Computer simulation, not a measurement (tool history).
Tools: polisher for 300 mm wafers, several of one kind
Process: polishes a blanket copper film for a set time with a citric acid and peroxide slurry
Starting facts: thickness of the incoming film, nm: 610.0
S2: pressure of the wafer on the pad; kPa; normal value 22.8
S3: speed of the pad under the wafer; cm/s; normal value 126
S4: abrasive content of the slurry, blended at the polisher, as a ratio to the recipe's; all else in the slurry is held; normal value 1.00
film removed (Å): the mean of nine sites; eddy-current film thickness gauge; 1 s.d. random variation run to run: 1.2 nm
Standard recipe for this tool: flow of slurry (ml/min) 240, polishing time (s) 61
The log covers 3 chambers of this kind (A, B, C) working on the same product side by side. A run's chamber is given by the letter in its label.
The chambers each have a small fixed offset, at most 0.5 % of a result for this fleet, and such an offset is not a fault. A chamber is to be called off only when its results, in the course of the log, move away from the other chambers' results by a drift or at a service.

{"run": "1B", "hour": 5.3, "flow of slurry (ml/min)": 240, "S2": 22.8, "S3": 126, "S4": 1.0, "polishing time (s)": 61, "film removed (Å)": 1720.8}
{"run": "2A", "hour": 8.0, "flow of slurry (ml/min)": 240, "S2": 22.8, "S3": 126, "S4": 1.0, "polishing time (s)": 61, "film removed (Å)": 1747.4}
{"hour": 11.3, "done": "chamber A: worn pad replaced by a new one"}
{"run": "3C", "hour": 13.5, "flow of slurry (ml/min)": 240, "S2": 22.8, "S3": 126, "S4": 1.0, "polishing time (s)": 61, "film removed (Å)": 1733.6}
{"run": "4B", "hour": 16.9, "flow of slurry (ml/min)": 240, "S2": 22.8, "S3": 126, "S4": 1.0, "polishing time (s)": 61, "film removed (Å)": 1744.8}
{"hour": 20.7, "done": "chamber B: slurry blender recalibrated"}
{"run": "5A", "hour": 20.7, "flow of slurry (ml/min)": 240, "S2": 22.8, "S3": 126, "S4": 1.0, "polishing time (s)": 61, "film removed (Å)": 1735.6}
{"run": "6C", "hour": 25.2, "flow of slurry (ml/min)": 240, "S2": 17.2, "S3": 126, "S4": 1.0, "polishing time (s)": 61, "film removed (Å)": 1313.5}
{"run": "7B", "hour": 28.9, "flow of slurry (ml/min)": 240, "S2": 17.2, "S3": 126, "S4": 1.0, "polishing time (s)": 61, "film removed (Å)": 1320.5}
{"hour": 30.0, "done": "chamber A: slurry blender recalibrated"}
{"run": "8A", "hour": 31.6, "flow of slurry (ml/min)": 240, "S2": 17.2, "S3": 126, "S4": 1.0, "polishing time (s)": 61, "film removed (Å)": 1351.3}
{"run": "9C", "hour": 36.6, "flow of slurry (ml/min)": 240, "S2": 22.8, "S3": 126, "S4": 1.0, "polishing time (s)": 61, "film removed (Å)": 1738.5}
{"run": "10A", "hour": 40.0, "flow of slurry (ml/min)": 240, "S2": 22.8, "S3": 126, "S4": 1.0, "polishing time (s)": 61, "film removed (Å)": 1773.5}
{"run": "11B", "hour": 43.5, "flow of slurry (ml/min)": 240, "S2": 22.8, "S3": 126, "S4": 1.0, "polishing time (s)": 61, "film removed (Å)": 1744.1}
{"hour": 45.3, "done": "chamber C: slurry nozzle cleaned"}
{"run": "12C", "hour": 45.9, "flow of slurry (ml/min)": 240, "S2": 22.8, "S3": 126, "S4": 1.0, "polishing time (s)": 61, "film removed (Å)": 1748.7}
{"run": "13C", "hour": 49.1, "flow of slurry (ml/min)": 240, "S2": 22.8, "S3": 126, "S4": 1.0, "polishing time (s)": 61, "film removed (Å)": 1738.8}
{"run": "14B", "hour": 52.0, "flow of slurry (ml/min)": 240, "S2": 22.8, "S3": 126, "S4": 1.0, "polishing time (s)": 61, "film removed (Å)": 1737.6}
{"run": "15A", "hour": 55.2, "flow of slurry (ml/min)": 240, "S2": 22.8, "S3": 126, "S4": 1.0, "polishing time (s)": 61, "film removed (Å)": 1803.7}
{"run": "16A", "hour": 59.5, "flow of slurry (ml/min)": 240, "S2": 22.8, "S3": 126, "S4": 0.85, "polishing time (s)": 54, "film removed (Å)": 1536.7}
{"hour": 61.8, "done": "chamber C: worn pad replaced by a new one"}
{"run": "17C", "hour": 64.2, "flow of slurry (ml/min)": 240, "S2": 22.8, "S3": 126, "S4": 0.85, "polishing time (s)": 54, "film removed (Å)": 1479.1}
{"run": "18B", "hour": 67.6, "flow of slurry (ml/min)": 240, "S2": 22.8, "S3": 126, "S4": 0.85, "polishing time (s)": 54, "film removed (Å)": 1482.6}
{"run": "19C", "hour": 72.4, "flow of slurry (ml/min)": 240, "S2": 22.8, "S3": 126, "S4": 1.0, "polishing time (s)": 61, "film removed (Å)": 1760.7}
{"run": "20B", "hour": 77.8, "flow of slurry (ml/min)": 240, "S2": 22.8, "S3": 168, "S4": 1.2, "polishing time (s)": 61, "film removed (Å)": 2370.4}
{"run": "21A", "hour": 80.2, "flow of slurry (ml/min)": 240, "S2": 22.8, "S3": 168, "S4": 1.2, "polishing time (s)": 61, "film removed (Å)": 2498.8}
{"hour": 80.3, "done": "chamber A: worn pad replaced by a new one"}
{"run": "22A", "hour": 84.4, "flow of slurry (ml/min)": 240, "S2": 22.8, "S3": 168, "S4": 1.2, "polishing time (s)": 61, "film removed (Å)": 2517.0}
{"run": "23C", "hour": 89.7, "flow of slurry (ml/min)": 240, "S2": 22.8, "S3": 126, "S4": 1.0, "polishing time (s)": 61, "film removed (Å)": 1742.7}
{"run": "24B", "hour": 94.8, "flow of slurry (ml/min)": 240, "S2": 22.8, "S3": 126, "S4": 1.0, "polishing time (s)": 61, "film removed (Å)": 1738.0}
{"run": "25C", "hour": 100.2, "flow of slurry (ml/min)": 240, "S2": 22.8, "S3": 126, "S4": 1.0, "polishing time (s)": 61, "film removed (Å)": 1742.4}
{"run": "26A", "hour": 102.9, "flow of slurry (ml/min)": 185, "S2": 17.2, "S3": 126, "S4": 1.0, "polishing time (s)": 61, "film removed (Å)": 1360.0}
{"run": "27B", "hour": 106.3, "flow of slurry (ml/min)": 185, "S2": 17.2, "S3": 126, "S4": 1.0, "polishing time (s)": 61, "film removed (Å)": 1291.4}
{"run": "28C", "hour": 110.2, "flow of slurry (ml/min)": 185, "S2": 17.2, "S3": 126, "S4": 1.0, "polishing time (s)": 61, "film removed (Å)": 1269.1}
{"hour": 112.0, "done": "chamber A: slurry nozzle cleaned"}
{"run": "29A", "hour": 114.3, "flow of slurry (ml/min)": 240, "S2": 22.8, "S3": 126, "S4": 1.0, "polishing time (s)": 61, "film removed (Å)": 1847.5}
{"run": "30B", "hour": 118.7, "flow of slurry (ml/min)": 240, "S2": 22.8, "S3": 126, "S4": 1.0, "polishing time (s)": 61, "film removed (Å)": 1732.9}
{"run": "31B", "hour": 124.0, "flow of slurry (ml/min)": 240, "S2": 22.8, "S3": 126, "S4": 1.0, "polishing time (s)": 78, "film removed (Å)": 2240.2}
{"run": "32A", "hour": 128.1, "flow of slurry (ml/min)": 240, "S2": 22.8, "S3": 126, "S4": 1.0, "polishing time (s)": 78, "film removed (Å)": 2381.8}
{"run": "33C", "hour": 133.3, "flow of slurry (ml/min)": 240, "S2": 22.8, "S3": 126, "S4": 1.0, "polishing time (s)": 78, "film removed (Å)": 2220.3}
{"run": "34B", "hour": 135.7, "flow of slurry (ml/min)": 240, "S2": 22.8, "S3": 126, "S4": 1.0, "polishing time (s)": 61, "film removed (Å)": 1750.8}
{"run": "35C", "hour": 140.8, "flow of slurry (ml/min)": 240, "S2": 22.8, "S3": 126, "S4": 1.0, "polishing time (s)": 61, "film removed (Å)": 1710.7}
{"run": "36A", "hour": 144.4, "flow of slurry (ml/min)": 240, "S2": 22.8, "S3": 126, "S4": 1.0, "polishing time (s)": 61, "film removed (Å)": 1884.6}
{"hour": 145.8, "done": "chamber A: worn pad replaced by a new one"}
{"run": "37A", "hour": 147.2, "flow of slurry (ml/min)": 240, "S2": 22.8, "S3": 126, "S4": 1.0, "polishing time (s)": 61, "film removed (Å)": 1900.4}

Predict what each chamber gives when all 3 of them run the settings below next.
{"run": "38A", "hour": 151.2, "flow of slurry (ml/min)": 240, "S2": 22.8, "S3": 126, "S4": 1.0, "polishing time (s)": 61, "film removed (Å)": "?"}
{"run": "38B", "hour": 151.2, "flow of slurry (ml/min)": 240, "S2": 22.8, "S3": 126, "S4": 1.0, "polishing time (s)": 61, "film removed (Å)": "?"}
{"run": "38C", "hour": 151.2, "flow of slurry (ml/min)": 240, "S2": 22.8, "S3": 126, "S4": 1.0, "polishing time (s)": 61, "film removed (Å)": "?"}

run=38A film_removed_(Å)=1890.3
run=38B film_removed_(Å)=1722.6
run=38C film_removed_(Å)=1738.0
